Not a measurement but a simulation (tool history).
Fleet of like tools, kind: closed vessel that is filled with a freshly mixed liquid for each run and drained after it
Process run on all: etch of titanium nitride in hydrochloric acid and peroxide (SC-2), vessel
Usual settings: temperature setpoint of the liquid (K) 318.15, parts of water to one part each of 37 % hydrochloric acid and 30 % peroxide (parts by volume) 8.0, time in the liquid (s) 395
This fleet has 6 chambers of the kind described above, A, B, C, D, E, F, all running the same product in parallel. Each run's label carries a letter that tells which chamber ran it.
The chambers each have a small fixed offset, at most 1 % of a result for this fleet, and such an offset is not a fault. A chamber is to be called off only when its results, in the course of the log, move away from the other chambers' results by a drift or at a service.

run	day	temperature setpoint of the liquid (K)	parts of water to one part each of 37 % hydrochloric acid and 30 % peroxide (parts by volume)	time in the liquid (s)	hours since the thermometer was replaced	hours since the chemicals flow meter was replaced	hours since the drum of peroxide was connected	read-back film thickness of the titanium nitride reference wafer, read on the same gauge (nm)	thickness taken off the titanium nitride on a monitor wafer (angstrom)
1B	0.438	318.15	8.0	395	60.1	186.4	522.6	30.010	81.259
2F	0.842	318.15	8.0	395	774.5	619.4	819.9	30.013	82.110
# day 1.025: chamber A: new drum of peroxide connected
3C	1.429	318.15	8.0	395	441.5	440.6	634.6	30.007	82.971
# day 1.462: chamber A: chemicals flow meter replaced
# day 1.850: chamber F: new drum of peroxide connected
4E	1.983	318.15	8.0	395	472.3	356.9	796.5	30.005	81.510
5A	2.492	318.15	6.5	395	225.4	24.8	35.2	29.981	95.672
6D	3.046	318.15	6.5	395	102.2	1172.3	403.5	29.982	96.614
# day 3.338: chamber C: thermometer replaced
7A	3.475	318.15	6.5	395	249.0	48.4	58.8	29.986	96.515
8C	3.871	318.15	6.5	395	12.9	499.2	693.2	29.976	96.936
9E	4.321	318.15	6.5	395	528.4	413.0	852.6	29.987	96.686
10B	4.729	318.15	6.5	395	163.1	289.4	625.6	29.982	95.315
11F	5.083	318.15	8.0	395	876.3	721.2	77.6	30.007	82.490
12D	5.462	318.15	8.0	395	160.2	1230.3	461.5	29.973	82.717
13A	6.033	318.15	8.0	395	310.4	109.8	120.2	29.984	83.128
# day 6.162: chamber C: chemicals flow meter replaced
# day 6.258: chamber B: new drum of peroxide connected
14D	6.467	318.15	8.0	395	184.3	1254.4	485.6	29.999	82.540
15C	7.058	318.15	8.0	395	89.4	21.6	769.7	30.008	83.347
16F	7.388	318.15	8.0	395	931.6	776.5	132.9	29.999	82.034
17E	7.729	318.15	8.0	395	610.2	494.8	934.4	30.011	81.786
18B	8.000	318.15	8.0	395	241.6	367.9	41.8	29.990	82.011
19F	8.538	318.15	8.0	395	959.2	804.1	160.5	30.004	82.587
20E	9.112	318.15	8.0	395	643.4	528.0	967.6	30.007	80.672
21C	9.625	318.15	8.0	395	151.0	83.2	831.3	29.993	82.273
# day 9.633: chamber D: new drum of peroxide connected
22D	10.196	318.15	8.0	395	273.8	1343.9	13.6	29.997	82.085
# day 10.308: chamber C: new drum of peroxide connected
# day 10.400: chamber E: new drum of peroxide connected
23B	10.788	321.65	5.5	395	308.5	434.8	108.7	29.978	137.250
24A	11.067	321.65	5.5	395	431.2	230.6	241.0	30.008	138.370
25E	11.592	321.65	5.5	395	702.9	587.5	28.6	30.013	140.090
26F	12.117	321.65	5.5	395	1045.1	890.0	246.4	29.963	137.890
27C	12.425	321.65	5.5	395	218.2	150.4	50.8	29.990	142.190
28D	12.817	321.65	5.5	395	336.7	1406.8	76.5	30.006	137.520
29B	13.258	318.15	8.0	395	367.8	494.1	168.0	29.977	81.271
30A	13.858	318.15	8.0	395	498.2	297.6	308.0	29.990	83.004
31A	14.188	318.15	8.0	395	506.1	305.5	315.9	29.995	81.692
32B	14.471	318.15	8.0	395	396.9	523.2	197.1	29.988	81.037
33F	15.075	318.15	8.0	395	1116.1	961.0	317.4	29.982	82.680
34D	15.646	318.15	8.0	395	404.6	1474.7	144.4	30.000	82.969
35E	16.017	318.15	8.0	395	809.1	693.7	134.8	30.006	82.314
36C	16.488	318.15	8.0	395	315.7	247.9	148.3	29.981	81.914

One chamber off, gauge drift, or nothing amiss beyond the chambers' own small offsets? If it is a chamber, which one, and what is the likeliest cause?

No chamber is off and the gauge is stable; the differences are just each chamber's small, constant offset.
